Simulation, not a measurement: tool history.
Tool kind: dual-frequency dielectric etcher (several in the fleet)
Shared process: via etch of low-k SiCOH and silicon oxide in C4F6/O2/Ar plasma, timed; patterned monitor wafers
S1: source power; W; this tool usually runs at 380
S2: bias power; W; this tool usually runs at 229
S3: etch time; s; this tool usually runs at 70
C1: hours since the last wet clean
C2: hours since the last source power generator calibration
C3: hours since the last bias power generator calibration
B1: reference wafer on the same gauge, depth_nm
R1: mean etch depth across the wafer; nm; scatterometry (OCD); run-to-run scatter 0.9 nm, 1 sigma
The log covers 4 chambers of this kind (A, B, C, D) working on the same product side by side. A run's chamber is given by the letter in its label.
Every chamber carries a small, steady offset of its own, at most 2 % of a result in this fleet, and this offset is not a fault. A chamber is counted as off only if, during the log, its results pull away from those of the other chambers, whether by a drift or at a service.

run	hour	S1	S2	S3	C1	C2	C3	B1	R1
1D	7.0	380	229	70	134.5	1914.7	752.5	209.92	196.38
# hour 17.6: chamber A: wet clean of the chamber
2A	22.2	380	229	70	4.6	1000.4	3241.1	209.97	194.01
3B	36.3	380	229	70	435.2	1249.4	2303.3	209.94	193.35
4C	50.5	380	229	70	245.9	1344.1	2363.7	210.08	188.89
5D	60.3	380	229	70	187.8	1968.0	805.8	209.81	195.62
6A	74.0	380	229	70	56.4	1052.2	3292.9	210.32	194.37
7C	89.0	380	276	70	284.4	1382.6	2402.2	210.27	201.74
8B	101.9	380	276	70	500.8	1315.0	2368.9	209.86	204.84
9C	114.8	380	276	70	310.2	1408.4	2428.0	210.35	201.69
10B	127.1	380	276	70	526.0	1340.2	2394.1	209.95	206.28
11A	139.4	380	229	70	121.8	1117.6	3358.3	209.65	195.13
12D	147.1	380	181	85	274.6	2054.8	892.6	210.12	219.58
13C	157.7	380	181	85	353.1	1451.3	2470.9	210.16	213.77
# hour 160.7: chamber B: wet clean of the chamber
14A	167.3	380	181	85	149.7	1145.5	3386.2	210.04	216.37
# hour 170.7: chamber C: wet clean of the chamber
15B	176.4	380	181	85	15.8	1389.5	2443.4	209.91	207.24
16D	187.1	380	229	70	314.6	2094.8	932.6	209.72	193.33
17C	194.2	380	229	70	23.6	1487.8	2507.4	210.03	189.88
18A	202.7	380	229	70	185.1	1180.9	3421.6	210.02	194.24
19B	209.6	380	229	70	49.0	1422.7	2476.6	210.08	184.67
20D	223.1	380	229	70	350.6	2130.8	968.6	209.98	196.56
21A	235.8	380	229	70	218.2	1214.0	3454.7	210.09	195.85
22B	249.1	380	229	70	88.5	1462.2	2516.1	210.03	184.07
# hour 251.8: chamber C: bias power generator calibrated
23D	263.6	380	229	70	391.1	2171.3	1009.1	210.13	194.98
24C	272.5	380	229	70	101.9	1566.1	20.8	209.64	189.00

All chambers now run identical settings, listed one chamber a line with results as question marks. What results will each chamber show?
25A	283.4	380	212	70					?
25B	283.4	380	212	70					?
25C	283.4	380	212	70					?
25D	283.4	380	212	70					?

run	R1
25A	191.91
25B	180.04
25C	184.64
25D	191.01
